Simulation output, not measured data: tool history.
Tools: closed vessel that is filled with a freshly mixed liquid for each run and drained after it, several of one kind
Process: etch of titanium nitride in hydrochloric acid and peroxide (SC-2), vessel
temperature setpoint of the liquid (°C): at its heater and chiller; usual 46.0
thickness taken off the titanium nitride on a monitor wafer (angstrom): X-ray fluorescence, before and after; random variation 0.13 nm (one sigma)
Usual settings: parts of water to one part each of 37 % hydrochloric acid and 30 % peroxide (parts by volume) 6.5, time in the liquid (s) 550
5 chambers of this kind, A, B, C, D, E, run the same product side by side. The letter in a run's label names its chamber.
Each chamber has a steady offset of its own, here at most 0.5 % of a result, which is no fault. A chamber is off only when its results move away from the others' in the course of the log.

run,day,temperature setpoint of the liquid (°C),parts of water to one part each of 37 % hydrochloric acid and 30 % peroxide (parts by volume),time in the liquid (s),hours since the thermometer was replaced,hours since the chemicals flow meter was replaced,hours since the drum of peroxide was connected,"read-back film thickness of the titanium nitride reference wafer, read on the same gauge (nm)",thickness taken off the titanium nitride on a monitor wafer (angstrom)
# day 0.062: chamber B: new drum of peroxide connected
1E,0.204,46.0,6.5,550,398.7,202.3,59.2,100.030,156.280
2C,0.383,46.0,6.5,550,1159.6,676.9,286.0,99.961,158.070
3A,0.521,46.0,6.5,550,943.9,360.6,695.6,100.010,156.170
4D,0.662,46.0,6.5,550,643.5,1558.9,36.5,100.010,156.640
5B,0.800,46.0,6.5,550,984.8,233.2,17.7,99.983,158.990
6A,0.988,46.0,6.5,550,955.1,371.8,706.8,99.998,158.810
7C,1.258,54.0,4.0,550,1180.6,697.9,307.0,99.987,384.780
8B,1.454,54.0,4.0,550,1000.5,248.9,33.4,99.973,378.970
9E,1.721,54.0,4.0,550,435.1,238.7,95.6,100.010,385.200
10D,1.992,54.0,4.0,550,675.4,1590.8,68.4,100.020,381.830
11D,2.242,54.0,4.0,550,681.4,1596.8,74.4,100.050,377.890
12B,2.425,46.0,6.5,550,1023.8,272.2,56.7,100.010,156.780
13A,2.612,46.0,6.5,550,994.1,410.8,745.8,100.020,155.890
14E,2.750,46.0,6.5,550,459.8,263.4,120.3,100.020,155.740
15C,2.975,46.0,6.5,550,1221.8,739.1,348.2,99.972,157.650
16B,3.121,46.0,6.5,550,1040.5,288.9,73.4,99.995,158.130
17E,3.367,46.0,6.5,550,474.6,278.2,135.1,100.010,156.770
18C,3.508,46.0,6.5,550,1234.6,751.9,361.0,99.979,157.610
19A,3.688,46.0,6.5,550,1019.9,436.6,771.6,100.030,152.700
20D,3.950,46.0,6.5,550,722.4,1637.8,115.4,99.974,158.050
21B,4.225,46.0,6.5,550,1067.0,315.4,99.9,100.020,157.160
22E,4.346,41.0,5.0,550,498.1,301.7,158.6,99.989,134.830
23C,4.479,41.0,5.0,550,1257.9,775.2,384.3,99.979,134.840
24D,4.604,41.0,5.0,550,738.1,1653.5,131.1,99.992,132.440
25A,4.850,41.0,5.0,550,1047.8,464.5,799.5,99.999,128.770
26A,5.050,41.0,5.0,550,1052.6,469.3,804.3,99.996,126.690
27B,5.233,46.0,6.5,550,1091.2,339.6,124.1,100.030,159.220
28C,5.479,46.0,6.5,550,1281.9,799.2,408.3,99.993,158.650
29E,5.642,46.0,6.5,550,529.2,332.8,189.7,100.000,156.690
30D,5.875,46.0,6.5,550,768.6,1684.0,161.6,99.983,155.640
31D,6.071,46.0,6.5,550,773.3,1688.7,166.3,100.010,160.440
32B,6.204,46.0,6.5,550,1114.5,362.9,147.4,100.020,158.310
33E,6.404,46.0,6.5,550,547.5,351.1,208.0,100.020,154.920
34C,6.554,46.0,6.5,550,1307.7,825.0,434.1,99.990,158.570
35A,6.783,54.0,6.5,670,1094.2,510.9,845.9,100.020,305.130
36E,7.029,54.0,6.5,670,562.5,366.1,223.0,100.020,330.860
37B,7.254,54.0,6.5,670,1139.7,388.1,172.6,99.981,331.140
38A,7.517,54.0,6.5,670,1111.8,528.5,863.5,99.967,301.130
39C,7.717,54.0,6.5,670,1335.6,852.9,462.0,99.987,328.210
40D,7.862,46.0,6.5,550,816.3,1731.7,209.3,100.030,155.870
41D,8.029,46.0,6.5,550,820.3,1735.7,213.3,100.050,157.330
42A,8.300,46.0,6.5,235,1130.6,547.3,882.3,99.956,60.258
43E,8.500,46.0,6.5,235,597.8,401.4,258.3,99.966,66.639

Is one chamber off against the others, does the gauge drift, or is nothing wrong? If a chamber is off, say which, and what the likeliest cause is.

Chamber A drifts away from the others.
Cause: liquid colder than its thermometer reads (K) = 1.41.
The log may not tell that from: chemicals flow below the setpoint (%).

Here are 4 candidates for chamber A's next run, each the usual settings with a change, their results left as question marks. Which one brings its results back in line with what the others give on the usual settings?
In line means no further than this from the other chambers' mean on the usual settings: thickness taken off the titanium nitride on a monitor wafer (angstrom) 4.700
44A-1,8.696,46.0,6.5,605,,,,,?
44A-2,8.696,45.0,6.5,530,,,,,?
44A-3,8.696,46.5,6.5,560,,,,,?
44A-4,8.696,45.5,6.5,540,,,,,?

The other chambers' mean on the usual settings: thickness taken off the titanium nitride on a monitor wafer (angstrom) 156.860
run,thickness taken off the titanium nitride on a monitor wafer (angstrom)
44A-1,156.400
44A-2,127.670
44A-3,149.830
44A-4,134.760
44A-1 brings the chamber back in line.

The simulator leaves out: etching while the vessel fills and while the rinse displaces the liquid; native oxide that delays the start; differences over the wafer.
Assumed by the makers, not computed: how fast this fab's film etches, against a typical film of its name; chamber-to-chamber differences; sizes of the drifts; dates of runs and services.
